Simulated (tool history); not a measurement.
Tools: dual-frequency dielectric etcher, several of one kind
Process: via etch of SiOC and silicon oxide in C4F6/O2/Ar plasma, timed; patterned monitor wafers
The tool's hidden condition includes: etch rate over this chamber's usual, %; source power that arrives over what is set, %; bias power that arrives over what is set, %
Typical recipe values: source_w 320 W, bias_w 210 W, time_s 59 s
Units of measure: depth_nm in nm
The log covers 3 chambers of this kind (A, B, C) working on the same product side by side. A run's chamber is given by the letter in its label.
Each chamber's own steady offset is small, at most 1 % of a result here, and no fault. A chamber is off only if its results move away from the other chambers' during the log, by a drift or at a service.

run  hour  source_w  bias_w  time_s  hours since the last wet clean  hours since the last source power generator calibration  hours since the last bias power generator calibration  read-back reference wafer on the same gauge, depth_nm  depth_nm
 1C   3.9       320     210      59                           355.4                                                   4841.3                                                 4449.5                                                 53.405    64.413
 2A   7.9       320     210      59                           276.1                                                    225.5                                                 1719.5                                                 53.388     63.39
 3B  10.7       320     210      59                           104.6                                                   2317.4                                                 1170.4                                                 53.404    64.189
 4A  13.8       320     210      59                             282                                                    231.4                                                 1725.4                                                 53.396    64.031
 5B  16.8       320     210      59                           110.7                                                   2323.5                                                 1176.5                                                 53.403    64.589
 6C    20       320     210      59                           371.5                                                   4857.4                                                 4465.6                                                 53.378    64.483
 7A    24       320     210      59                           292.2                                                    241.6                                                 1735.6                                                 53.391    63.754
     25.4  -- chamber B: source power generator calibrated
 8C  28.8       320     210      59                           380.3                                                   4866.2                                                 4474.4                                                 53.402    64.496
 9B    33       320     210      59                           126.9                                                      7.7                                                 1192.7                                                 53.416    64.821
10C  37.4       320     210      59                           388.9                                                   4874.8                                                   4483                                                 53.438    64.553
11A  42.2       270     210      59                           310.4                                                    259.8                                                 1753.8                                                 53.405    60.026
       45  -- chamber A: wet clean of the chamber
12B  46.2       270     210      59                           140.1                                                     20.9                                                 1205.9                                                 53.379    60.547
13B  49.9       270     210      59                           143.8                                                     24.6                                                 1209.6                                                 53.399    60.465
14A  52.1       320     210      59                             7.2                                                    269.7                                                 1763.7                                                 53.422    66.077
15C  55.9       320     210      59                           407.4                                                   4893.3                                                 4501.5                                                 53.367     64.73
16B  59.2       380     210      59                           153.1                                                     33.9                                                 1218.9                                                 53.362    69.053
17C  61.5       380     210      59                             413                                                   4898.9                                                 4507.1                                                 53.369    69.085
18A  65.2       380     210      59                            20.3                                                    282.8                                                 1776.8                                                 53.382    70.613
19A  68.5       320     210      59                            23.6                                                    286.1                                                 1780.1                                                 53.431    66.123
20C  73.4       320     210      59                           424.9                                                   4910.8                                                   4519                                                 53.381    64.998
21B  77.1       320     210      74                             171                                                     51.8                                                 1236.8                                                 53.382    81.062

Predict what each chamber gives when all 3 of them run the settings below next.
22A  80.7       320     210      59                                                                                                                                                                                                                ?
22B  80.7       320     210      59                                                                                                                                                                                                                ?
22C  80.7       320     210      59                                                                                                                                                                                                                ?

run  depth_nm
22A    65.463
22B    64.797
22C    64.593

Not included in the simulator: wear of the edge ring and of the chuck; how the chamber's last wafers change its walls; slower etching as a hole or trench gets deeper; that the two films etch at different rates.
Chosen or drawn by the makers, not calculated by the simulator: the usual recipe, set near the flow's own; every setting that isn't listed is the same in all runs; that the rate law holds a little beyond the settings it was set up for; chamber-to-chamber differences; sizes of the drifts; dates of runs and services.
